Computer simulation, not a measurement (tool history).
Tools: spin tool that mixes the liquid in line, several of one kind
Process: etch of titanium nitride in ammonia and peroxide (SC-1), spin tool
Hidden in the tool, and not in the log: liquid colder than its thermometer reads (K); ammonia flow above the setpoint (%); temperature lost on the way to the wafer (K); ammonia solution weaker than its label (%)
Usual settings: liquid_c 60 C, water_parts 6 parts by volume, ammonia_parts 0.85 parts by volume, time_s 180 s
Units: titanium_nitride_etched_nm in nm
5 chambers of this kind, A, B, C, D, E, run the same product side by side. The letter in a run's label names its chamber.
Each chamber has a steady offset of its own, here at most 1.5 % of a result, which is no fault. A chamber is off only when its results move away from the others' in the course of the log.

| run | hour | liquid_c | water_parts | ammonia_parts | time_s | hours since the thermometer was replaced | hours since the ammonia flow meter was replaced | hours since the heated supply line was repaired | hours since the drum of ammonia solution was connected | read-back film thickness of the titanium nitride reference wafer, read on the same gauge (nm) | titanium_nitride_etched_nm |
|---|---|---|---|---|---|---|---|---|---|---|---|
| 1D | 4.9 | 60 | 6 | 0.85 | 180 | 355.5 | 698 | 2204.7 | 629.8 | 140.02 | 47.729 |
| 2C | 11.9 | 60 | 6 | 0.85 | 180 | 986.6 | 531.3 | 1023.8 | 134.3 | 140.01 | 47.908 |
| 3A | 19.7 | 60 | 6 | 0.85 | 180 | 852.2 | 1373.1 | 38.5 | 211 | 139.98 | 48.652 |
| 4B | 23.7 | 60 | 6 | 0.85 | 180 | 412.7 | 160.1 | 2227.9 | 575.6 | 140.01 | 48.472 |
| 5E | 29.4 | 60 | 6 | 0.85 | 180 | 1737.3 | 371.4 | 1329.8 | 179.6 | 139.98 | 48.992 |
| 6C | 37.2 | 53 | 6 | 0.85 | 215 | 1011.9 | 556.6 | 1049.1 | 159.6 | 140.02 | 35.834 |
| 7A | 40.8 | 53 | 6 | 0.85 | 215 | 873.3 | 1394.2 | 59.6 | 232.1 | 140.01 | 36.377 |
| 8E | 47.5 | 53 | 6 | 0.85 | 215 | 1755.4 | 389.5 | 1347.9 | 197.7 | 140.06 | 36.556 |
|  | 52.9 | chamber C: thermometer replaced |
| 9D | 55 | 53 | 6 | 0.85 | 215 | 405.6 | 748.1 | 2254.8 | 679.9 | 140.01 | 35.378 |
|  | 55.1 | chamber E: new drum of ammonia solution connected |
| 10B | 58.6 | 53 | 6 | 0.85 | 215 | 447.6 | 195 | 2262.8 | 610.5 | 140 | 36.092 |
| 11C | 64.5 | 60 | 6 | 0.85 | 180 | 11.6 | 583.9 | 1076.4 | 186.9 | 140.02 | 48.149 |
| 12E | 68.9 | 60 | 5 | 0.7 | 180 | 1776.8 | 410.9 | 1369.3 | 13.8 | 140.02 | 51.824 |
| 13B | 73.9 | 60 | 5 | 0.7 | 180 | 462.9 | 210.3 | 2278.1 | 625.8 | 139.96 | 51.61 |
| 14A | 79.8 | 60 | 5 | 0.7 | 180 | 912.3 | 1433.2 | 98.6 | 271.1 | 139.95 | 51.417 |
| 15D | 83.5 | 60 | 5 | 0.7 | 180 | 434.1 | 776.6 | 2283.3 | 708.4 | 139.98 | 50.764 |
| 16B | 87.5 | 60 | 5 | 0.7 | 180 | 476.5 | 223.9 | 2291.7 | 639.4 | 140.02 | 51.615 |
| 17D | 95.5 | 67 | 5 | 0.85 | 180 | 446.1 | 788.6 | 2295.3 | 720.4 | 140.01 | 82.286 |
| 18C | 100.7 | 67 | 5 | 0.85 | 180 | 47.8 | 620.1 | 1112.6 | 223.1 | 139.97 | 81.685 |
| 19E | 104.3 | 67 | 5 | 0.85 | 180 | 1812.2 | 446.3 | 1404.7 | 49.2 | 140 | 82.006 |
| 20A | 108 | 67 | 5 | 0.85 | 180 | 940.5 | 1461.4 | 126.8 | 299.3 | 139.94 | 81.857 |
| 21E | 112.5 | 67 | 5 | 0.85 | 180 | 1820.4 | 454.5 | 1412.9 | 57.4 | 139.97 | 82.698 |
| 22A | 119.1 | 60 | 6 | 0.85 | 180 | 951.6 | 1472.5 | 137.9 | 310.4 | 139.95 | 48.817 |
| 23B | 123.4 | 60 | 6 | 0.85 | 180 | 512.4 | 259.8 | 2327.6 | 675.3 | 140.05 | 48.411 |
|  | 123.7 | chamber A: new drum of ammonia solution connected |
| 24D | 128.1 | 60 | 6 | 0.85 | 180 | 478.7 | 821.2 | 2327.9 | 753 | 139.99 | 47.61 |
| 25C | 135.1 | 60 | 6 | 0.85 | 180 | 82.2 | 654.5 | 1147 | 257.5 | 139.99 | 47.943 |
| 26E | 142.4 | 60 | 6 | 0.85 | 180 | 1850.3 | 484.4 | 1442.8 | 87.3 | 140.01 | 48.977 |
| 27C | 147.2 | 60 | 6 | 0.85 | 180 | 94.3 | 666.6 | 1159.1 | 269.6 | 139.99 | 48.305 |
|  | 149.2 | chamber C: new drum of ammonia solution connected |
| 28B | 154.1 | 60 | 6 | 0.85 | 180 | 543.1 | 290.5 | 2358.3 | 706 | 139.99 | 48.09 |
| 29A | 159 | 64.5 | 6 | 0.85 | 265 | 991.5 | 1512.4 | 177.8 | 35.4 | 139.99 | 95.202 |
| 30D | 164.6 | 64.5 | 6 | 0.85 | 265 | 515.2 | 857.7 | 2364.4 | 789.5 | 139.98 | 94.492 |
| 31C | 169.5 | 64.5 | 6 | 0.85 | 265 | 116.6 | 688.9 | 1181.4 | 20.4 | 140.02 | 94.837 |
| 32B | 173.6 | 64.5 | 6 | 0.85 | 265 | 562.6 | 310 | 2377.8 | 725.5 | 139.98 | 94.305 |
| 33D | 178.6 | 64.5 | 6 | 0.85 | 265 | 529.2 | 871.7 | 2378.4 | 803.5 | 140.01 | 94.853 |
| 34E | 184.6 | 60 | 6 | 0.85 | 180 | 1892.5 | 526.6 | 1485 | 129.5 | 140.02 | 48.687 |
| 35A | 188.3 | 60 | 6 | 0.85 | 180 | 1020.8 | 1541.7 | 207.1 | 64.7 | 140 | 48.853 |
| 36B | 194.2 | 60 | 6 | 0.85 | 180 | 583.2 | 330.6 | 2398.4 | 746.1 | 140.01 | 48.771 |
|  | 196.7 | chamber E: ammonia flow meter replaced |
| 37E | 200.7 | 60 | 6 | 0.85 | 180 | 1908.6 | 4 | 1501.1 | 145.6 | 139.97 | 48.134 |

What goes on in this fleet: one chamber off, a drifting gauge, or nothing beyond the chambers' own small offsets? Name the chamber and the cause, if any.

No chamber stands off beyond its own small offset, and the gauge holds steady.
